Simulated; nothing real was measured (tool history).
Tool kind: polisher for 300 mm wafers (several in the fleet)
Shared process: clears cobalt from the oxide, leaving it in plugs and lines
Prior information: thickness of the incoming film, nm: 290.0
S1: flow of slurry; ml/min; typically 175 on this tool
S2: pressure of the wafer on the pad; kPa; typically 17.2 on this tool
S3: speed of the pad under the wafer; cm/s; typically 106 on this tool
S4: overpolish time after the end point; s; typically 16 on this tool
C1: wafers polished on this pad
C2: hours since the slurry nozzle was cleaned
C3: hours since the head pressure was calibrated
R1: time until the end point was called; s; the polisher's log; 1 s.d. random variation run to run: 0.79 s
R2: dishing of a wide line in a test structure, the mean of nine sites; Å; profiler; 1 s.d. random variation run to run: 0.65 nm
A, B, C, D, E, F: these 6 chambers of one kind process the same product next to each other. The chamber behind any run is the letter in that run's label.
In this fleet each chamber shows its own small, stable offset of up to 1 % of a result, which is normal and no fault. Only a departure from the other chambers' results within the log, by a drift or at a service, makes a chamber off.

run,hour,S1,S2,S3,S4,C1,C2,C3,R1,R2
1B,7,175,17.2,106,16,458,651.7,121.1,40.138,610.6
# hour 8: chamber D: worn pad replaced by a new one
# hour 9.6: chamber E: worn pad replaced by a new one
# hour 13.6: chamber F: head pressure recalibrated
2E,15.1,175,17.2,106,16,61,358.8,493.4,39.701,588.82
# hour 20.5: chamber A: worn pad replaced by a new one
# hour 20.7: chamber B: worn pad replaced by a new one
# hour 21.1: chamber A: slurry nozzle cleaned
3F,22.3,175,17.2,106,16,876,284.1,8.8,39.068,607.37
# hour 25.1: chamber F: worn pad replaced by a new one
4D,29.7,175,17.2,106,16,240,140.5,565.9,38.739,608.92
5A,37.9,175,17.2,106,16,193,16.8,172.7,40.087,607.67
6C,45.7,175,17.2,106,16,651,209.9,303,39.513,608.6
7C,52.6,175,17.2,106,16,727,216.8,309.9,39.47,609.35
8D,60.1,175,17.2,106,16,578,170.9,596.3,38.236,612.59
9E,67.1,175,17.2,106,16,638,410.8,545.4,40.166,597.68
10A,71.9,175,17.2,106,16,570,50.8,206.7,39.96,595.94
# hour 74.3: chamber B: worn pad replaced by a new one
11B,76,175,17.2,106,16,19,720.7,190.1,40.862,616.5
12F,80,175,17.2,106,16,610,341.8,66.5,42.09,611.33
13A,83.7,175,17.2,106,16,701,62.6,218.5,39.348,600.99
# hour 84.2: chamber D: worn pad replaced by a new one
14F,88.8,175,17.2,106,16,707,350.6,75.3,38.963,608.54
15C,94.9,175,11.7,106,16,1196,259.1,352.2,58.619,491.28
16B,101.6,175,11.7,106,16,303,746.3,215.7,60.732,500.86
# hour 102.8: chamber E: worn pad replaced by a new one
17D,106.3,175,11.7,106,16,245,217.1,642.5,59.443,497.28
# hour 109.7: chamber C: worn pad replaced by a new one
18E,110.7,175,11.7,106,16,88,454.4,589,59.448,492.23
# hour 114.6: chamber F: worn pad replaced by a new one
19A,117.2,175,11.7,106,16,1073,96.1,252,58.898,488.42
20D,121.1,175,11.7,106,16,410,231.9,657.3,58.278,503.11
# hour 122.6: chamber C: slurry nozzle cleaned
# hour 123.8: chamber B: slurry nozzle cleaned
21C,125.2,175,17.2,106,16,172,2.7,382.5,40.63,601.02
# hour 127.7: chamber B: worn pad replaced by a new one
22B,132.4,175,17.2,106,16,52,8.6,246.5,40.886,599.22
# hour 135.1: chamber A: worn pad replaced by a new one
23F,138.3,175,17.2,106,16,263,400.1,124.8,39.346,607.29
24E,143.2,175,17.2,106,16,448,486.9,621.5,40.853,612.79
25D,150.6,175,17.2,106,16,737,261.4,686.8,38.336,614.92
26A,158.6,175,17.2,128,16,261,137.5,293.4,33.925,654.25
# hour 160.7: chamber D: worn pad replaced by a new one
27B,163.1,175,17.2,128,16,393,39.3,277.2,32.99,660.64
28F,168.9,175,17.2,128,16,602,430.7,155.4,33.801,656.23
29E,175.3,175,17.2,128,16,804,519,653.6,33.634,659.98
# hour 177.8: chamber B: worn pad replaced by a new one
# hour 177.9: chamber E: head pressure recalibrated
30C,179.8,175,17.2,128,16,777,57.3,437.1,33.127,661.54
31D,188,175,17.2,128,16,303,298.8,724.2,32.867,652.37
32B,192.1,175,17.2,106,16,159,68.3,306.2,39.7,613.16
# hour 193.2: chamber E: worn pad replaced by a new one
33C,196.6,175,17.2,106,16,964,74.1,453.9,41.155,612.49
# hour 202: chamber F: worn pad replaced by a new one
34F,204.4,175,17.2,106,16,27,466.2,190.9,40.789,598.49
35A,211.7,175,13.8,118,16,850,190.6,346.5,45.261,560.88
36E,216.1,175,13.8,118,16,254,559.8,38.2,47.07,567.07
37A,219.9,175,13.8,118,16,941,198.8,354.7,43.153,569.84
# hour 225.7: chamber D: worn pad replaced by a new one
38D,228.1,175,13.8,118,16,26,338.9,764.3,44.397,575.22

Does one chamber stand apart from the rest, does the shared gauge drift, or is all well apart from small per-chamber offsets? Give the chamber and the most likely cause, where there is one.

Beyond each chamber's small constant offset nothing stands out, and the gauge stays steady.
